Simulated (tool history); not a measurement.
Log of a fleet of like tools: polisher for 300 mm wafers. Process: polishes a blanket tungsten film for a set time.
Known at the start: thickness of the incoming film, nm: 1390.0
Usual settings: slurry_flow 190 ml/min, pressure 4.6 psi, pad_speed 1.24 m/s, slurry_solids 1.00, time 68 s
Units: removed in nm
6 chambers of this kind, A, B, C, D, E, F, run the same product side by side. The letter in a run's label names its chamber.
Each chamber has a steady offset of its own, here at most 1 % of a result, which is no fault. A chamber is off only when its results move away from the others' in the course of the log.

run,hour,slurry_flow,pressure,pad_speed,slurry_solids,time,removed
1C,9.0,190,4.6,1.24,1.00,68,446.52
# hour 13.8: chamber D: slurry nozzle cleaned
# hour 14.8: chamber D: slurry tank refilled with fresh slurry and peroxide
# hour 18.1: chamber E: slurry tank refilled with fresh slurry and peroxide
2F,19.9,190,4.6,1.24,1.00,68,439.51
# hour 28.4: chamber A: slurry blender recalibrated
# hour 29.1: chamber C: worn pad replaced by a new one
3A,29.2,190,4.6,1.24,1.00,68,445.12
4D,39.8,190,4.6,1.24,1.00,68,445.98
# hour 41.5: chamber B: slurry blender recalibrated
5B,49.8,190,4.6,1.24,1.00,68,447.49
# hour 50.7: chamber B: worn pad replaced by a new one
# hour 53.8: chamber C: slurry tank refilled with fresh slurry and peroxide
6E,55.5,190,4.6,1.24,1.00,68,444.70
# hour 59.0: chamber A: slurry tank refilled with fresh slurry and peroxide
# hour 65.1: chamber D: worn pad replaced by a new one
# hour 65.3: chamber D: slurry blender recalibrated
7B,66.9,190,4.6,0.90,1.00,68,318.36
8F,79.1,190,4.6,0.90,1.00,68,319.98
# hour 84.0: chamber F: worn pad replaced by a new one
# hour 85.6: chamber B: slurry tank refilled with fresh slurry and peroxide
# hour 85.7: chamber D: slurry tank refilled with fresh slurry and peroxide
# hour 88.8: chamber E: slurry tank refilled with fresh slurry and peroxide
9C,89.0,190,4.6,0.90,1.00,68,331.77
# hour 90.8: chamber E: slurry blender recalibrated
# hour 91.9: chamber F: slurry tank refilled with fresh slurry and peroxide
10E,95.6,190,4.6,0.90,1.00,68,329.72
# hour 96.2: chamber C: slurry nozzle cleaned
# hour 96.3: chamber A: worn pad replaced by a new one
# hour 100.0: chamber C: worn pad replaced by a new one
11D,107.9,190,4.6,0.90,1.00,68,328.11
12A,115.6,190,4.6,0.90,1.00,68,324.01
# hour 116.9: chamber C: slurry tank refilled with fresh slurry and peroxide
13C,128.3,190,4.6,1.24,1.00,68,449.91
# hour 128.7: chamber B: worn pad replaced by a new one
# hour 136.8: chamber A: slurry nozzle cleaned
14F,140.6,190,4.6,1.24,1.00,60,390.53
# hour 144.3: chamber E: worn pad replaced by a new one
15D,152.4,190,4.6,1.24,1.00,60,395.65
# hour 153.3: chamber B: slurry blender recalibrated
# hour 153.8: chamber E: slurry tank refilled with fresh slurry and peroxide
# hour 154.2: chamber D: slurry tank refilled with fresh slurry and peroxide
# hour 159.7: chamber F: slurry blender recalibrated
# hour 160.2: chamber A: slurry tank refilled with fresh slurry and peroxide
16E,163.4,190,4.6,1.24,1.00,60,398.48
# hour 169.2: chamber D: worn pad replaced by a new one
# hour 173.5: chamber C: worn pad replaced by a new one
17B,174.2,190,4.6,1.24,1.00,60,389.41
# hour 183.4: chamber A: worn pad replaced by a new one
18A,184.2,190,4.6,1.24,1.00,60,392.21
# hour 184.3: chamber A: slurry blender recalibrated
19C,190.7,190,4.6,1.24,1.00,60,393.49
# hour 197.5: chamber F: worn pad replaced by a new one
20D,198.4,190,4.6,1.24,1.00,68,457.41
# hour 198.7: chamber C: slurry tank refilled with fresh slurry and peroxide
21F,206.6,190,4.6,1.24,1.00,68,443.23
# hour 209.9: chamber F: slurry tank refilled with fresh slurry and peroxide
22B,219.0,190,4.6,1.24,1.00,68,448.38
# hour 222.4: chamber D: slurry tank refilled with fresh slurry and peroxide
# hour 222.9: chamber B: worn pad replaced by a new one
# hour 223.9: chamber A: head pressure recalibrated
# hour 224.9: chamber C: slurry blender recalibrated
# hour 226.3: chamber E: slurry tank refilled with fresh slurry and peroxide
23E,227.2,190,4.6,1.24,1.00,68,454.02
# hour 236.0: chamber B: slurry tank refilled with fresh slurry and peroxide
24A,236.1,190,4.6,1.24,1.00,68,405.94
# hour 245.1: chamber A: slurry tank refilled with fresh slurry and peroxide
# hour 247.1: chamber C: worn pad replaced by a new one
25F,248.2,190,4.6,1.24,1.00,68,443.11
# hour 255.2: chamber B: slurry blender recalibrated
26C,258.9,190,4.6,1.24,1.00,68,440.30
# hour 264.3: chamber D: slurry nozzle cleaned
27D,264.9,190,4.6,1.24,1.00,68,451.47
28E,274.2,190,4.6,1.24,1.00,68,451.65
# hour 279.1: chamber A: worn pad replaced by a new one
# hour 280.3: chamber C: slurry tank refilled with fresh slurry and peroxide
29B,281.3,190,4.6,1.24,1.00,68,438.93
# hour 282.9: chamber E: worn pad replaced by a new one
# hour 291.4: chamber D: worn pad replaced by a new one
30A,291.6,190,4.6,1.24,1.00,68,400.51
# hour 292.7: chamber D: slurry tank refilled with fresh slurry and peroxide
# hour 300.0: chamber E: slurry tank refilled with fresh slurry and peroxide
# hour 301.1: chamber F: worn pad replaced by a new one
31B,304.2,190,4.6,1.24,1.00,68,450.73
32E,314.1,190,4.6,1.24,1.00,68,451.01
33A,320.0,190,4.6,1.24,1.00,68,406.07
# hour 323.9: chamber C: head pressure recalibrated
34F,329.2,190,4.6,1.24,1.00,68,458.89
# hour 338.0: chamber C: worn pad replaced by a new one
35D,338.9,190,4.6,1.24,1.00,68,441.19
# hour 346.6: chamber C: slurry tank refilled with fresh slurry and peroxide
36C,349.3,190,4.6,0.88,0.75,68,293.70
# hour 350.3: chamber F: slurry tank refilled with fresh slurry and peroxide
37C,359.0,190,4.6,0.88,0.75,68,293.59
38F,367.0,190,4.6,0.88,0.75,68,304.15

Next, every chamber runs the same settings. What will each give?
39A,376.0,190,4.6,1.60,1.00,68,?
39B,376.0,190,4.6,1.60,1.00,68,?
39C,376.0,190,4.6,1.60,1.00,68,?
39D,376.0,190,4.6,1.60,1.00,68,?
39E,376.0,190,4.6,1.60,1.00,68,?
39F,376.0,190,4.6,1.60,1.00,68,?

run,removed
39A,516.01
39B,565.32
39C,562.61
39D,583.10
39E,575.17
39F,563.20

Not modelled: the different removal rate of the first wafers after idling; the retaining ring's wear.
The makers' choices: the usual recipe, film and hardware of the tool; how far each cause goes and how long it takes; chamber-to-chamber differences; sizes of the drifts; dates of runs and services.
